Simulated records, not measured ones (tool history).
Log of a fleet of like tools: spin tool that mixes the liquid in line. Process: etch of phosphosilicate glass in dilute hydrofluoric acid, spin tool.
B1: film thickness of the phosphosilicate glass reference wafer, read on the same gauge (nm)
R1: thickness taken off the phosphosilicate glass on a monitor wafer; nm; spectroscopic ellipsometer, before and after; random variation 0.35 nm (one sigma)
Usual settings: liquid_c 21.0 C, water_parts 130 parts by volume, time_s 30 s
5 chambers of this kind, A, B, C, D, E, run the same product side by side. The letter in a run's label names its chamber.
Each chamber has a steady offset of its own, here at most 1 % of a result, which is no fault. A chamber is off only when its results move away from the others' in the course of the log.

Run 1B, hour 6.3: usual settings; B1 109.99. Result: R1 34.722 nm.
Run 2E, hour 13.0: usual settings; B1 110.03. Result: R1 34.143 nm.
Run 3C, hour 22.9: usual settings; B1 110.00. Result: R1 34.667 nm.
Run 4D, hour 31.9: usual settings; B1 110.05. Result: R1 34.148 nm.
Run 5A, hour 39.8: usual settings; B1 109.98. Result: R1 35.135 nm.
Run 6E, hour 48.2: usual settings; B1 110.02. Result: R1 34.355 nm.
Run 7B, hour 54.3: usual settings but time_s 35 s; B1 110.04. Result: R1 40.468 nm.
Run 8A, hour 65.2: usual settings but time_s 35 s; B1 110.05. Result: R1 41.818 nm.
Run 9C, hour 76.0: usual settings but time_s 35 s; B1 109.95. Result: R1 41.307 nm.
At hour 78.2: chamber B: hydrofluoric acid flow meter replaced.
Run 10D, hour 81.3: usual settings but time_s 35 s; B1 109.98. Result: R1 40.366 nm.
Run 11E, hour 88.4: usual settings but time_s 35 s; B1 110.02. Result: R1 40.631 nm.
Run 12C, hour 94.6: usual settings; B1 109.97. Result: R1 34.715 nm.
Run 13D, hour 101.1: usual settings; B1 110.04. Result: R1 34.413 nm.
Run 14B, hour 111.9: usual settings but time_s 20 s; B1 110.02. Result: R1 22.999 nm.
Run 15A, hour 119.3: usual settings but time_s 20 s; B1 110.00. Result: R1 23.478 nm.
Run 16C, hour 130.1: usual settings but time_s 20 s; B1 109.97. Result: R1 23.116 nm.
Run 17B, hour 138.8: usual settings but time_s 20 s; B1 110.01. Result: R1 22.917 nm.
Run 18D, hour 149.7: usual settings but time_s 20 s; B1 110.00. Result: R1 22.918 nm.
Run 19E, hour 157.9: usual settings; B1 109.99. Result: R1 33.232 nm.
Run 20A, hour 169.5: usual settings; B1 110.02. Result: R1 34.537 nm.
Run 21D, hour 177.9: usual settings; B1 110.01. Result: R1 34.964 nm.
Run 22E, hour 186.3: usual settings; B1 109.96. Result: R1 33.114 nm.
Run 23B, hour 196.0: usual settings; B1 110.01. Result: R1 34.673 nm.
Run 24C, hour 205.9: usual settings but liquid_c 23.5 C, water_parts 170 parts by volume; B1 109.99. Result: R1 28.726 nm.
Run 25A, hour 216.3: usual settings but liquid_c 23.5 C, water_parts 170 parts by volume; B1 109.98. Result: R1 27.850 nm.
Run 26E, hour 222.4: usual settings but liquid_c 23.5 C, water_parts 170 parts by volume; B1 109.98. Result: R1 26.622 nm.
At hour 224.8: chamber A: thermometer replaced.
Run 27C, hour 231.8: usual settings but liquid_c 23.5 C, water_parts 170 parts by volume; B1 109.99. Result: R1 27.969 nm.
Run 28B, hour 240.6: usual settings but liquid_c 23.5 C, water_parts 170 parts by volume; B1 109.98. Result: R1 28.067 nm.
Run 29A, hour 250.8: usual settings; B1 109.99. Result: R1 35.577 nm.
Run 30D, hour 258.7: usual settings; B1 110.01. Result: R1 34.326 nm.
Run 31D, hour 264.5: usual settings; B1 109.98. Result: R1 34.350 nm.
Run 32C, hour 274.7: usual settings; B1 109.98. Result: R1 35.461 nm.
Run 33A, hour 282.0: usual settings; B1 110.00. Result: R1 35.123 nm.
Run 34B, hour 288.7: usual settings but liquid_c 18.5 C, time_s 50 s; B1 110.00. Result: R1 52.557 nm.
Run 35E, hour 293.9: usual settings but liquid_c 18.5 C, time_s 50 s; B1 109.97. Result: R1 47.901 nm.
Run 36C, hour 304.2: usual settings but liquid_c 18.5 C, time_s 50 s; B1 109.97. Result: R1 51.738 nm.
Run 37A, hour 312.6: usual settings but liquid_c 18.5 C, time_s 50 s; B1 109.98. Result: R1 52.053 nm.
Run 38D, hour 318.2: usual settings but liquid_c 18.5 C, time_s 50 s; B1 110.04. Result: R1 52.073 nm.
Run 39E, hour 328.8: usual settings but liquid_c 25.5 C, water_parts 155 parts by volume; B1 110.01. Result: R1 30.666 nm.

Next, every chamber runs the same settings. What will each give?
Run 40A, hour 337.4: usual settings but water_parts 195 parts by volume. Result: R1 ?.
Run 40B, hour 337.4: usual settings but water_parts 195 parts by volume. Result: R1 ?.
Run 40C, hour 337.4: usual settings but water_parts 195 parts by volume. Result: R1 ?.
Run 40D, hour 337.4: usual settings but water_parts 195 parts by volume. Result: R1 ?.
Run 40E, hour 337.4: usual settings but water_parts 195 parts by volume. Result: R1 ?.

run      R1
40A  21.830
40B  21.636
40C  22.118
40D  21.371
40E  19.631
